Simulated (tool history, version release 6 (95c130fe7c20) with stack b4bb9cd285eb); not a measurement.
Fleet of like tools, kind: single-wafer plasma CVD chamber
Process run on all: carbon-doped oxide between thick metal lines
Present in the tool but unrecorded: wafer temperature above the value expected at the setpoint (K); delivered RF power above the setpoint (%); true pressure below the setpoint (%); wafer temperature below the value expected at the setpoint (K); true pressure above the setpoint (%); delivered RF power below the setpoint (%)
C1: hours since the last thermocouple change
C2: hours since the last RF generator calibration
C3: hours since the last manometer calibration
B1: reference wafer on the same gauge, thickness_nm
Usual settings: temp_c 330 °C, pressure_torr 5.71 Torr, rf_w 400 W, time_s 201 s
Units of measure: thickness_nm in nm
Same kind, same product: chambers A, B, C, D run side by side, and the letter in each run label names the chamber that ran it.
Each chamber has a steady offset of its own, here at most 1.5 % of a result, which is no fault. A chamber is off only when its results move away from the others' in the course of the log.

run 1C day=0.504 | temp_c=330 pressure_torr=5.71 rf_w=400 time_s=201 | C1=1005.2 C2=38.6 C3=1427.8 | B1=868.71 | thickness_nm=927.96
run 2A day=0.833 | temp_c=330 pressure_torr=5.71 rf_w=400 time_s=201 | C1=767.5 C2=1015.6 C3=1039.7 | B1=868.73 | thickness_nm=935.35
run 3B day=1.258 | temp_c=330 pressure_torr=5.71 rf_w=400 time_s=201 | C1=1666.8 C2=50.6 C3=1009.3 | B1=867.46 | thickness_nm=930.45
run 4D day=1.775 | temp_c=330 pressure_torr=5.71 rf_w=400 time_s=201 | C1=74.3 C2=571.6 C3=916.8 | B1=869.34 | thickness_nm=926.84
run 5A day=2.308 | temp_c=317 pressure_torr=5.71 rf_w=400 time_s=201 | C1=802.9 C2=1051 C3=1075.1 | B1=868.05 | thickness_nm=986.16
run 6D day=2.688 | temp_c=317 pressure_torr=5.71 rf_w=400 time_s=201 | C1=96.2 C2=593.5 C3=938.7 | B1=868.36 | thickness_nm=969.38
run 7B day=3 | temp_c=317 pressure_torr=5.71 rf_w=400 time_s=201 | C1=1708.6 C2=92.4 C3=1051.1 | B1=869.22 | thickness_nm=998.37
run 8C day=3.492 | temp_c=317 pressure_torr=5.71 rf_w=400 time_s=201 | C1=1076.9 C2=110.3 C3=1499.5 | B1=867.52 | thickness_nm=971.46
run 9B day=3.9 | temp_c=330 pressure_torr=5.71 rf_w=400 time_s=201 | C1=1730.2 C2=114 C3=1072.7 | B1=869.24 | thickness_nm=944.09
run 10A day=4.35 | temp_c=330 pressure_torr=5.71 rf_w=400 time_s=201 | C1=851.9 C2=1100 C3=1124.1 | B1=867.59 | thickness_nm=946.81
run 11C day=4.846 | temp_c=330 pressure_torr=4.32 rf_w=400 time_s=201 | C1=1109.4 C2=142.8 C3=1532 | B1=868.84 | thickness_nm=899
run 12D day=5.312 | temp_c=330 pressure_torr=4.32 rf_w=400 time_s=201 | C1=159.2 C2=656.5 C3=1001.7 | B1=867.81 | thickness_nm=892.81
run 13C day=5.65 | temp_c=330 pressure_torr=4.32 rf_w=400 time_s=201 | C1=1128.7 C2=162.1 C3=1551.3 | B1=868.31 | thickness_nm=898.42
run 14D day=5.896 | temp_c=330 pressure_torr=4.32 rf_w=400 time_s=201 | C1=173.2 C2=670.5 C3=1015.7 | B1=868.47 | thickness_nm=882.92
run 15B day=6.288 | temp_c=330 pressure_torr=5.71 rf_w=400 time_s=201 | C1=1787.5 C2=171.3 C3=1130 | B1=867.84 | thickness_nm=936.48
run 16A day=6.779 | temp_c=330 pressure_torr=5.71 rf_w=400 time_s=201 | C1=910.2 C2=1158.3 C3=1182.4 | B1=867.81 | thickness_nm=940.44
run 17D day=7.15 | temp_c=330 pressure_torr=5.71 rf_w=400 time_s=201 | C1=203.3 C2=700.6 C3=1045.8 | B1=867.01 | thickness_nm=926.26
run 18C day=7.475 | temp_c=330 pressure_torr=5.71 rf_w=400 time_s=201 | C1=1172.5 C2=205.9 C3=1595.1 | B1=867.18 | thickness_nm=933.22
run 19B day=7.962 | temp_c=330 pressure_torr=5.71 rf_w=400 time_s=201 | C1=1827.7 C2=211.5 C3=1170.2 | B1=867.43 | thickness_nm=938.95
run 20A day=8.262 | temp_c=330 pressure_torr=5.71 rf_w=400 time_s=201 | C1=945.8 C2=1193.9 C3=1218 | B1=867.63 | thickness_nm=941.41
run 21D day=8.792 | temp_c=330 pressure_torr=5.71 rf_w=400 time_s=201 | C1=242.7 C2=740 C3=1085.2 | B1=867.91 | thickness_nm=913.31
run 22A day=9.196 | temp_c=330 pressure_torr=5.71 rf_w=400 time_s=201 | C1=968.2 C2=1216.3 C3=1240.4 | B1=868.32 | thickness_nm=943.84
run 23C day=9.45 | temp_c=330 pressure_torr=5.71 rf_w=400 time_s=201 | C1=1219.9 C2=253.3 C3=1642.5 | B1=867.5 | thickness_nm=935.41
run 24B day=9.979 | temp_c=330 pressure_torr=4.76 rf_w=400 time_s=201 | C1=1876.1 C2=259.9 C3=1218.6 | B1=867.8 | thickness_nm=914.65
-- day=10.092 chamber A: RF generator calibrated
run 25C day=10.475 | temp_c=330 pressure_torr=4.76 rf_w=400 time_s=201 | C1=1244.5 C2=277.9 C3=1667.1 | B1=867.42 | thickness_nm=907.87
run 26A day=10.775 | temp_c=330 pressure_torr=4.76 rf_w=400 time_s=201 | C1=1006.1 C2=16.4 C3=1278.3 | B1=868 | thickness_nm=913.2
run 27D day=11.2 | temp_c=330 pressure_torr=4.76 rf_w=400 time_s=201 | C1=300.5 C2=797.8 C3=1143 | B1=868.25 | thickness_nm=870.25
run 28B day=11.662 | temp_c=330 pressure_torr=5.71 rf_w=400 time_s=201 | C1=1916.5 C2=300.3 C3=1259 | B1=867.79 | thickness_nm=942.76
run 29D day=12.021 | temp_c=330 pressure_torr=5.71 rf_w=400 time_s=163 | C1=320.2 C2=817.5 C3=1162.7 | B1=869.15 | thickness_nm=735.08
run 30A day=12.417 | temp_c=330 pressure_torr=5.71 rf_w=400 time_s=163 | C1=1045.5 C2=55.8 C3=1317.7 | B1=868.68 | thickness_nm=765.33
run 31B day=12.862 | temp_c=330 pressure_torr=5.71 rf_w=400 time_s=163 | C1=1945.3 C2=329.1 C3=1287.8 | B1=868.12 | thickness_nm=761.69
run 32C day=13.354 | temp_c=330 pressure_torr=5.71 rf_w=400 time_s=163 | C1=1313.6 C2=347 C3=1736.2 | B1=868.47 | thickness_nm=751.09
run 33D day=13.821 | temp_c=330 pressure_torr=5.71 rf_w=400 time_s=201 | C1=363.4 C2=860.7 C3=1205.9 | B1=866.16 | thickness_nm=895.57
run 34C day=14.071 | temp_c=330 pressure_torr=5.71 rf_w=400 time_s=201 | C1=1330.8 C2=364.2 C3=1753.4 | B1=867.42 | thickness_nm=936
run 35A day=14.525 | temp_c=330 pressure_torr=5.71 rf_w=400 time_s=201 | C1=1096.1 C2=106.4 C3=1368.3 | B1=868.71 | thickness_nm=951.57
-- day=14.771 chamber A: capacitance manometer re-zeroed and calibrated
run 36B day=14.975 | temp_c=330 pressure_torr=5.71 rf_w=400 time_s=201 | C1=1996 C2=379.8 C3=1338.5 | B1=866.9 | thickness_nm=936.53
run 37A day=15.321 | temp_c=330 pressure_torr=5.71 rf_w=400 time_s=201 | C1=1115.2 C2=125.5 C3=13.3 | B1=867.73 | thickness_nm=952.18
run 38C day=15.65 | temp_c=330 pressure_torr=5.71 rf_w=400 time_s=201 | C1=1368.7 C2=402.1 C3=1791.3 | B1=868.31 | thickness_nm=934.15
run 39B day=15.888 | temp_c=330 pressure_torr=5.71 rf_w=400 time_s=201 | C1=2017.9 C2=401.7 C3=1360.4 | B1=867.93 | thickness_nm=934.86

Predict what each chamber gives when all 4 of them run the settings below next.
run 40A day=16.271 | temp_c=330 pressure_torr=6.55 rf_w=400 time_s=201 | thickness_nm=?
run 40B day=16.271 | temp_c=330 pressure_torr=6.55 rf_w=400 time_s=201 | thickness_nm=?
run 40C day=16.271 | temp_c=330 pressure_torr=6.55 rf_w=400 time_s=201 | thickness_nm=?
run 40D day=16.271 | temp_c=330 pressure_torr=6.55 rf_w=400 time_s=201 | thickness_nm=?

run=40A thickness_nm=964.83
run=40B thickness_nm=950
run=40C thickness_nm=949.26
run=40D thickness_nm=897.03
